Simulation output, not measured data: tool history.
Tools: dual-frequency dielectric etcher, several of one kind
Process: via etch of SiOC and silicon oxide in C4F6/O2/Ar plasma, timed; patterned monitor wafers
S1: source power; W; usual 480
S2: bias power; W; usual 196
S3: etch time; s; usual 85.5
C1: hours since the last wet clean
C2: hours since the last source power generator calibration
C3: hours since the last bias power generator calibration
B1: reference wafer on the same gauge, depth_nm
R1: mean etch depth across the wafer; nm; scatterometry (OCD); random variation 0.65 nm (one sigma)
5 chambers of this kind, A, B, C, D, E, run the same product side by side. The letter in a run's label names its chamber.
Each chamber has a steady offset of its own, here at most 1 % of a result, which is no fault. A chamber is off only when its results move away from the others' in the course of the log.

run   hour   S1   S2    S3     C1      C2      C3      B1       R1
       1.8  -- chamber C: wet clean of the chamber
 1C    5.5  480  196  85.5    3.8  2855.2    36.7  104.09  106.440
       6.5  -- chamber D: wet clean of the chamber
 2E   12.5  480  196  85.5   55.4  1679.2  2272.7  104.00  104.860
 3A   15.7  480  196  85.5  487.1   757.6  1127.6  103.89  106.340
 4D   19.5  480  196  85.5   13.0  2787.2  1713.3  104.00  106.950
 5B   23.9  530  240  85.5  314.3    30.3   974.5  104.01  119.640
 6B   30.9  530  240  85.5  321.3    37.3   981.5  104.21  119.790
 7A   36.4  530  240  85.5  507.8   778.3  1148.3  104.02  117.480
 8C   41.1  530  240  85.5   39.4  2890.8    72.3  103.92  118.420
 9E   45.9  530  240  85.5   88.8  1712.6  2306.1  104.05  117.000
10D   51.0  480  196  85.5   44.5  2818.7  1744.8  103.87  106.510
11B   56.5  480  196  85.5  346.9    62.9  1007.1  103.92  108.150
12E   61.3  480  196  85.5  104.2  1728.0  2321.5  104.04  105.520
13C   64.9  480  196  85.5   63.2  2914.6    96.1  104.07  105.710
14A   68.1  530  196  75.0  539.5   810.0  1180.0  104.01   97.216
15D   71.9  530  196  75.0   65.4  2839.6  1765.7  104.03   97.917
16D   77.9  530  196  75.0   71.4  2845.6  1771.7  103.98   97.736
17A   83.0  530  196  75.0  554.4   824.9  1194.9  104.06   97.247
18C   88.7  530  196  75.0   87.0  2938.4   119.9  104.03   97.207
19E   94.8  480  196  85.5  137.7  1761.5  2355.0  104.06  105.040
20B   98.1  480  196  85.5  388.5   104.5  1048.7  104.07  108.590
21A  104.8  480  196  85.5  576.2   846.7  1216.7  104.11  107.220
22C  110.3  480  196  85.5  108.6  2960.0   141.5  104.06  106.290
23E  114.2  480  196  85.5  157.1  1780.9  2374.4  104.11  105.900
24B  120.3  480  196  85.5  410.7   126.7  1070.9  103.89  108.280
25D  127.1  480  196  85.5  120.6  2894.8  1820.9  103.90  106.940
26C  131.3  480  196  85.5  129.6  2981.0   162.5  104.11  106.250
27E  136.9  410  159  85.5  179.8  1803.6  2397.1  103.90   92.689
     139.3  -- chamber B: wet clean of the chamber
28B  141.7  410  159  85.5    2.4   148.1  1092.3  103.96   94.320
29A  146.8  410  159  85.5  618.2   888.7  1258.7  104.07   94.035
30D  150.1  410  159  85.5  143.6  2917.8  1843.9  103.87   94.282
31A  154.5  410  159  85.5  625.9   896.4  1266.4  103.96   94.482
32B  157.8  480  196  85.5   18.5   164.2  1108.4  103.87  108.040
33D  162.6  480  196  85.5  156.1  2930.3  1856.4  103.95  107.190
34E  167.4  480  196  85.5  210.3  1834.1  2427.6  104.12  105.270
35C  172.5  480  196  85.5  170.8  3022.2   203.7  103.96  106.380
36A  175.7  480  196  85.5  647.1   917.6  1287.6  103.87  106.460
37C  182.4  480  196  85.5  180.7  3032.1   213.6  104.05  106.330
38E  189.1  480  196  85.5  232.0  1855.8  2449.3  104.02  105.660
39D  193.9  480  196  85.5  187.4  2961.6  1887.7  103.95  107.380

Is one chamber off against the others, does the gauge drift, or is nothing wrong? If a chamber is off, say which, and what the likeliest cause is.

No chamber stands off beyond its own small offset, and the gauge holds steady.
